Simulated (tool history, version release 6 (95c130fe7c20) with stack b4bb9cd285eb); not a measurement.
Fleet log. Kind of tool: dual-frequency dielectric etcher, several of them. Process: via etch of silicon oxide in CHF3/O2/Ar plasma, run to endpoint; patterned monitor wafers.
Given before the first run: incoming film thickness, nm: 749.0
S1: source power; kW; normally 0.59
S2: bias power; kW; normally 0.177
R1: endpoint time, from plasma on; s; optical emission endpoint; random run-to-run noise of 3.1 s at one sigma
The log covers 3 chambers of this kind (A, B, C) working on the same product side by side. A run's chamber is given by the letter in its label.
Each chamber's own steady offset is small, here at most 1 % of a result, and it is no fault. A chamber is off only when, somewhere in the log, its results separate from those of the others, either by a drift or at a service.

run 1C hour=9.8 | S1=0.59 S2=0.177 | R1=380.89
run 2B hour=17.2 | S1=0.59 S2=0.177 | R1=383.58
run 3A hour=24.3 | S1=0.59 S2=0.177 | R1=377.6
run 4A hour=36.9 | S1=0.59 S2=0.177 | R1=378.23
run 5B hour=46.3 | S1=0.59 S2=0.177 | R1=385.1
run 6C hour=58.8 | S1=0.59 S2=0.177 | R1=383.35
run 7B hour=68 | S1=0.59 S2=0.177 | R1=379.59
-- hour=75.8 chamber A: wet clean of the chamber
run 8A hour=81.5 | S1=0.59 S2=0.177 | R1=384
run 9C hour=89.1 | S1=0.59 S2=0.177 | R1=386.82
run 10B hour=98.6 | S1=0.59 S2=0.177 | R1=379.04
run 11A hour=106.2 | S1=0.59 S2=0.177 | R1=385.3
run 12C hour=117.2 | S1=0.59 S2=0.177 | R1=385.25
run 13B hour=128.6 | S1=0.59 S2=0.177 | R1=373.25
run 14C hour=140.4 | S1=0.59 S2=0.177 | R1=381.3
run 15A hour=147.5 | S1=0.59 S2=0.177 | R1=389.15
run 16A hour=157.5 | S1=0.59 S2=0.177 | R1=383.13
run 17B hour=167.8 | S1=0.59 S2=0.177 | R1=377.53
run 18C hour=175.8 | S1=0.59 S2=0.177 | R1=384.59
run 19C hour=185 | S1=0.59 S2=0.207 | R1=366.92
run 20A hour=192.2 | S1=0.59 S2=0.207 | R1=364.95
run 21B hour=203.9 | S1=0.59 S2=0.207 | R1=356.97
run 22A hour=218.4 | S1=0.59 S2=0.177 | R1=381.22
run 23B hour=225 | S1=0.59 S2=0.161 | R1=391.5
run 24C hour=233.1 | S1=0.59 S2=0.161 | R1=398.32
run 25A hour=242.3 | S1=0.59 S2=0.161 | R1=400.4
run 26B hour=256.2 | S1=0.59 S2=0.177 | R1=382.93
run 27C hour=264.3 | S1=0.68 S2=0.2 | R1=355.37
run 28C hour=274.6 | S1=0.68 S2=0.2 | R1=356.95
run 29B hour=283.2 | S1=0.68 S2=0.2 | R1=344.41
run 30A hour=297.1 | S1=0.59 S2=0.177 | R1=386.74
run 31C hour=304 | S1=0.59 S2=0.177 | R1=391.36
run 32A hour=312.6 | S1=0.59 S2=0.177 | R1=384.62
run 33B hour=319.5 | S1=0.59 S2=0.146 | R1=407.35
run 34A hour=332 | S1=0.59 S2=0.146 | R1=406.6
run 35C hour=341.6 | S1=0.59 S2=0.146 | R1=428.34
run 36B hour=352.5 | S1=0.59 S2=0.177 | R1=383.81
run 37A hour=360.8 | S1=0.59 S2=0.177 | R1=383.63
run 38B hour=375.1 | S1=0.7 S2=0.139 | R1=380.59
run 39C hour=384 | S1=0.7 S2=0.139 | R1=406.67
run 40A hour=396.3 | S1=0.7 S2=0.139 | R1=390.58
run 41C hour=406.2 | S1=0.59 S2=0.177 | R1=410.43

Predict what each chamber gives when all 3 of them run the settings below next.
run 42A hour=417.1 | S1=0.59 S2=0.177 | R1=?
run 42B hour=417.1 | S1=0.59 S2=0.177 | R1=?
run 42C hour=417.1 | S1=0.59 S2=0.177 | R1=?

run=42A R1=378.9
run=42B R1=382.35
run=42C R1=405.9
